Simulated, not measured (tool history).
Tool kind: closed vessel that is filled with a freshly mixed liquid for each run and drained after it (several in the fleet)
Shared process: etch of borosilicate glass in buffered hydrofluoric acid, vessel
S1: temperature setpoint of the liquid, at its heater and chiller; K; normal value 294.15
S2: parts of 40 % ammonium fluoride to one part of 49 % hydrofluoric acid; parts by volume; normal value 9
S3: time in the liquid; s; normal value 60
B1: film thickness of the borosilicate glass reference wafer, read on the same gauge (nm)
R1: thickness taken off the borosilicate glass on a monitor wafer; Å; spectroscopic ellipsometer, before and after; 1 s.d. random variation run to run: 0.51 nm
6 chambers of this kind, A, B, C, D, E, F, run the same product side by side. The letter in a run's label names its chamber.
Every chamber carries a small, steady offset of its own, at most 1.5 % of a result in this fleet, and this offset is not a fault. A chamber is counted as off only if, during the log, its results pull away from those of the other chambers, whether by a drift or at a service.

run,hour,S1,S2,S3,B1,R1
1D,7.7,294.15,9,60,70.013,668.38
2A,17.2,294.15,9,60,69.998,674.16
3E,22,294.15,9,60,70.012,667.02
4B,29.6,294.15,9,60,69.987,675.45
# hour 30: chamber F: thermometer replaced
5F,36.3,294.15,9,60,69.934,684.72
6C,43.1,296.65,9,75,70.035,958.1
7F,52.3,296.65,9,75,69.959,975.99
8B,59.2,296.65,9,75,70.003,961.48
9D,64.8,296.65,9,75,70.077,972.4
10C,71.7,296.65,9,75,69.972,960.2
11A,78.2,296.65,9,75,69.995,959.64
# hour 81.9: chamber C: thermometer replaced
12E,86.9,294.15,10.5,85,70.019,855.31
13F,96.2,294.15,10.5,85,70.005,865.15
14A,103.7,294.15,10.5,85,70.011,855.94
15B,108.9,294.15,10.5,85,69.998,852.65
16C,114.5,294.15,10.5,85,70.012,847.55
17E,122.8,294.15,10.5,85,70.008,857.38
18D,129.9,294.15,9,60,70.019,660.21
19B,137.3,294.15,9,60,69.956,663.28
20E,142.1,294.15,9,60,70.034,670.52
21A,151.7,294.15,9,60,70.003,682.51
22F,156.1,294.15,9,60,69.968,685.7
23C,162.6,294.15,9,60,70.016,672.49
24D,167.6,294.15,9,60,70.036,669.77
25B,174.1,294.15,9,35,70.013,385.81
26D,180.1,294.15,9,35,69.942,388.42
# hour 182.3: chamber B: thermometer replaced
27A,188.4,294.15,9,35,70.04,398.68
28F,197,294.15,9,35,69.96,404.35
29E,206.5,294.15,9,35,70.018,392.76
30C,213,294.15,9,35,70.014,388.94
31A,220,294.15,9,60,70.02,670.23
32C,226.1,294.15,9,60,69.973,677.22
33F,234.4,294.15,9,60,70.003,676.25
34D,244.3,294.15,9,60,69.982,670.1
35B,253.8,294.15,12,60,69.997,486.28
36E,263.8,294.15,12,60,69.922,521.14
37B,272,294.15,12,60,70.019,489.04
# hour 277: chamber F: hydrofluoric acid flow meter replaced
38D,280.2,294.15,12,60,69.948,527.84
39C,287.6,294.15,12,60,70.019,523.1
40F,295.7,294.15,12,60,70.023,539
41A,300.5,294.15,9,60,69.919,683.03
42E,309.6,294.15,9,60,70.039,676.32

Decide between three cases: one chamber stands off from its peers, the gauge reading all wafers drifts, or nothing is wrong past each chamber's small offset. Where a chamber is off, say which and what most likely put it there.

Little by little, chamber B moves away from the other chambers.
Most likely cause: hydrofluoric acid flow below the setpoint (%) = 8.93.

Below are 4 candidate recipes for chamber B's next run, each the usual settings with a change, their results shown as question marks. Which of them brings B's results back in line with what the other chambers give on the usual settings?
Maximum distance from the other chambers' mean on the usual settings for a result to count as in line: R1 18 Å
43B-1,316.8,293.65,9,55,,?
43B-2,316.8,293.15,9,60,,?
43B-3,316.8,294.65,8.5,60,,?
43B-4,316.8,294.15,8.5,65,,?

Other chambers, usual settings, mean: R1 676.03 Å
run,R1
43B-1,565.93
43B-2,600.73
43B-3,676.77
43B-4,713.53
43B-3 puts the chamber back in line with the other chambers.

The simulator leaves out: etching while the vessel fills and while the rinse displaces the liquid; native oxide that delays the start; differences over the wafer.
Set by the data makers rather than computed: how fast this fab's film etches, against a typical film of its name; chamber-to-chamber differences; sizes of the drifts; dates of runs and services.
